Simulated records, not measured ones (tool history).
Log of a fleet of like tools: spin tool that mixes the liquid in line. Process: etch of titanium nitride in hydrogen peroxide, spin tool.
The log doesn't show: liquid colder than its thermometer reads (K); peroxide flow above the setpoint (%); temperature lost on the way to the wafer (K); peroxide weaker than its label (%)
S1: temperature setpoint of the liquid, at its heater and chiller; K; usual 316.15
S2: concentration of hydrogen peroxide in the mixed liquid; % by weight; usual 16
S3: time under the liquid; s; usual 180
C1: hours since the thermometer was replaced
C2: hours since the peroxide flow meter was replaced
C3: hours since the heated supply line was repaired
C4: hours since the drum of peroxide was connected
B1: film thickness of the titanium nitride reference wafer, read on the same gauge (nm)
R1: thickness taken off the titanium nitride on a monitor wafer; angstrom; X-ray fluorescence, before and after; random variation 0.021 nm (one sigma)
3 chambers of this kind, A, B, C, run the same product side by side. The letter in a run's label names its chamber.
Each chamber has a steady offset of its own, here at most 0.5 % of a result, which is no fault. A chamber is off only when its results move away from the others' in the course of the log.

run   hour      S1  S2   S3      C1      C2      C3      C4      B1      R1
 1C    3.4  316.15  16  180   924.4   406.1   844.8  1230.2  39.997    25.4
 2A    8.4  316.15  16  180   298.9   509.8   992.7  1200.4  39.985  25.394
 3B   14.6  316.15  16  180   651.8    1642  1951.5   909.8  40.026  25.354
 4C   21.6  316.15  16  180   942.6   424.3     863  1248.4  40.016  25.431
 5B   28.8  316.15  16  180     666  1656.2  1965.7     924  39.988   25.45
 6A   35.7  308.65  13  180   326.2   537.1    1020  1227.7  40.003  13.558
 7B   40.1  308.65  13  180   677.3  1667.5    1977   935.3      40  13.738
 8A     46  308.65  13  180   336.5   547.4  1030.3    1238  39.995  13.445
 9C   52.4  316.15  16  180   973.4   455.1   893.8  1279.2  39.997  25.309
10A   59.6  316.15  16  180   350.1     561  1043.9  1251.6  40.001  25.425
      66.7  -- chamber A: heated supply line repaired
11C   67.1  321.15  16   75   988.1   469.8   908.5  1293.9  39.989  14.926
12B   71.6  321.15  16   75   708.8    1699  2008.5   966.8  40.022  15.249
13B   78.6  321.15  16   75   715.8    1706  2015.5   973.8  40.001  15.254
      80.5  -- chamber B: peroxide flow meter replaced
14C   85.6  316.15  16  180  1006.6   488.3     927  1312.4  40.002  24.183
15A   90.8  316.15  16  180   381.3   592.2    24.2  1282.8  39.998   25.34
16C   95.2  316.15  16  180  1016.2   497.9   936.6    1322  40.003  24.067
17B  100.2  311.15  16  100   737.4    19.8  2037.1   995.4  39.997  9.5437
18A  105.8  311.15  16  100   396.3   607.2    39.2  1297.8  39.994   9.576
19B  110.4  311.15  16  100   747.6      30  2047.3  1005.6  40.011   9.667
20A  115.1  316.15  16  180   405.6   616.5    48.5  1307.1  40.015  25.437
21C  122.5  322.65  16  180  1043.5   525.2   963.9  1349.3  39.988  37.328

Next, every chamber runs the same settings. What will each give?
22A   128  306.65  16  180                       ?
22B   128  306.65  16  180                       ?
22C   128  306.65  16  180                       ?

run      R1
22A   12.22
22B    12.2
22C  10.875

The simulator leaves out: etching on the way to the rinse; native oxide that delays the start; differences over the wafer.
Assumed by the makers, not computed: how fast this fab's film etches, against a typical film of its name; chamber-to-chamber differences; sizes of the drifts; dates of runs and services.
